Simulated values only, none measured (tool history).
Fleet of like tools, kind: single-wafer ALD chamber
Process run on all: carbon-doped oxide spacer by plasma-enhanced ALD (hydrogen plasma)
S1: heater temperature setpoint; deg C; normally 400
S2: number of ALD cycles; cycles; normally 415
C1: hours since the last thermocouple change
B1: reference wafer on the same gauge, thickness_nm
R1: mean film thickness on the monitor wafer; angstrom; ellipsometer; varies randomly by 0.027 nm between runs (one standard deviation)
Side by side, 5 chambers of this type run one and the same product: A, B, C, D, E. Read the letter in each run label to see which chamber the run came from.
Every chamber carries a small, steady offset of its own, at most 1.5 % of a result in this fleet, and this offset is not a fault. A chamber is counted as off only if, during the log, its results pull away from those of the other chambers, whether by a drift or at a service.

run,day,S1,S2,C1,B1,R1
1C,0.3,400,415,610.4,21.102,209.42
2D,0.817,400,415,1468.7,21.107,205.1
3A,1.067,400,415,2482.3,21.114,208.6
4B,1.462,400,415,624.3,21.107,209.17
5E,1.762,400,415,781.9,21.112,206.53
6D,2.146,400,415,1500.6,21.113,205.76
# day 2.475: chamber A: thermocouple changed; heater temperature recalibrated
7A,2.483,400,415,0.2,21.114,208.49
8C,2.75,400,415,669.2,21.119,209.33
9E,2.996,400,415,811.5,21.12,206.3
10B,3.475,400,415,672.6,21.12,209
11B,3.925,400,415,683.4,21.127,209.66
12D,4.229,400,415,1550.6,21.13,205.86
13A,4.517,400,415,49,21.129,209.2
14E,4.921,390,376,857.7,21.135,187.53
15C,5.321,390,376,730.9,21.137,189.68
# day 5.338: chamber D: thermocouple changed; heater temperature recalibrated
16A,5.754,390,376,78.7,21.144,189.51
17D,6.225,390,376,21.3,21.14,186.43
18C,6.579,390,376,761.1,21.146,189.98
19B,7.079,400,461,759.1,21.155,232.2
20E,7.408,400,461,917.4,21.151,229.92
21C,7.879,400,461,792.3,21.154,233.02
22E,8.312,400,461,939.1,21.162,230.49
23B,8.654,400,461,796.9,21.161,232.4
24A,9.125,400,415,159.6,21.164,208.55
25D,9.475,400,415,99.3,21.166,205.89
26C,9.908,400,415,841,21.171,209.84
27D,10.162,400,415,115.8,21.165,205.73
28A,10.421,400,415,190.7,21.177,209.45
29E,10.7,400,415,996.4,21.173,207.31
30B,11.062,413,387,854.7,21.176,188.43
31A,11.471,413,387,215.9,21.182,187.18
32E,11.75,413,387,1021.6,21.181,185.82
33D,11.988,413,387,159.6,21.178,185
34C,12.479,413,387,902.7,21.183,187.81
35B,12.938,400,415,899.7,21.185,209.82
36B,13.404,408,415,910.9,21.198,204.83
37E,13.629,408,415,1066.7,21.19,202.68
38C,13.896,408,415,936.7,21.192,204.88
39D,14.15,408,415,211.5,21.192,201.61
40A,14.417,408,415,286.6,21.192,204.45
41C,14.85,400,415,959.6,21.203,210.65
42D,15.212,400,415,237,21.198,206.54
43B,15.55,400,415,962.4,21.214,210.13
44A,15.796,400,415,319.7,21.202,209.4

Does one chamber stand apart from the rest, does the shared gauge drift, or is all well apart from small per-chamber offsets? Give the chamber and the most likely cause, where there is one.

None of the chambers is off. What moves is the gauge, dragging all their readings along together.
What lies behind it: gauge reads high (%) = 0.528.

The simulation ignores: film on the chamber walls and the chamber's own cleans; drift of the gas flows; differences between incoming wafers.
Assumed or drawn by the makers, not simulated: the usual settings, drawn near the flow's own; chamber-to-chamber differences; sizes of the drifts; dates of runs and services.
